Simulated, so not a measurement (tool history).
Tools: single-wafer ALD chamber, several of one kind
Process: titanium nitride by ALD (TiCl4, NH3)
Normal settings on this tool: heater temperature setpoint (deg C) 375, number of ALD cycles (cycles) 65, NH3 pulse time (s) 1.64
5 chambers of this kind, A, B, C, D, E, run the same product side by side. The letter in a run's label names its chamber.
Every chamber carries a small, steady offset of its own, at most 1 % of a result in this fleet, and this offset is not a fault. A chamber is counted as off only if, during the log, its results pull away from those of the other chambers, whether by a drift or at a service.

run,hour,heater temperature setpoint (deg C),number of ALD cycles (cycles),NH3 pulse time (s),"read-back reference wafer on the same gauge, thickness_nm",mean film thickness on the monitor wafer (nm)
1E,5.4,375,65,1.64,1.3702,1.3812
2A,11.1,375,65,1.64,1.3697,1.3847
3B,17.1,375,65,1.64,1.3691,1.3929
4D,23.4,375,65,1.64,1.3690,1.3718
5C,31.5,375,65,1.64,1.3690,1.3898
6B,35.7,375,65,1.64,1.3686,1.3945
7D,43.5,375,65,1.64,1.3685,1.3741
8A,52.9,375,65,1.28,1.3680,1.3578
9C,60.2,375,65,1.28,1.3676,1.3623
10E,66.3,375,65,1.28,1.3677,1.3579
11C,73.0,375,65,1.28,1.3671,1.3606
12A,78.8,375,65,1.28,1.3674,1.3582
13B,87.1,375,65,1.64,1.3674,1.3919
14D,93.9,375,65,1.64,1.3671,1.3687
15E,102.5,375,65,1.64,1.3665,1.3818
16A,109.1,375,65,1.64,1.3669,1.3782
17D,114.6,375,65,1.64,1.3664,1.3678
18E,121.7,375,65,1.64,1.3661,1.3822
19C,130.8,375,65,1.64,1.3657,1.3854
# hour 132.1: chamber E: thermocouple changed; heater temperature recalibrated
20B,138.9,375,65,1.64,1.3653,1.3888
21A,146.7,375,65,1.64,1.3646,1.3802
22C,155.6,375,65,1.64,1.3652,1.3831
23E,164.9,375,65,1.64,1.3644,1.3788
24D,173.7,375,65,1.64,1.3639,1.3651
25B,179.6,375,65,1.64,1.3640,1.3903
26D,186.7,375,65,1.64,1.3641,1.3631
27B,193.8,375,65,1.64,1.3633,1.3854
28E,198.7,375,65,1.64,1.3632,1.3760
29A,203.4,375,77,1.05,1.3634,1.5738
30C,208.2,375,77,1.05,1.3624,1.5770
# hour 211.0: chamber D: thermocouple changed; heater temperature recalibrated
31E,216.6,375,77,1.05,1.3630,1.5756
32C,222.4,375,77,1.05,1.3623,1.5845
33B,228.7,375,77,1.05,1.3625,1.5799
34D,236.9,375,65,1.64,1.3619,1.3650
35A,244.1,375,65,1.64,1.3617,1.3732
36C,253.7,375,65,1.64,1.3612,1.3775
37B,259.1,375,65,1.64,1.3611,1.3815

All 5 chambers run these settings next. Forecast each chamber's results:
38A,266.1,375,65,1.64,,?
38B,266.1,375,65,1.64,,?
38C,266.1,375,65,1.64,,?
38D,266.1,375,65,1.64,,?
38E,266.1,375,65,1.64,,?

run,mean film thickness on the monitor wafer (nm)
38A,1.3760
38B,1.3848
38C,1.3775
38D,1.3623
38E,1.3724
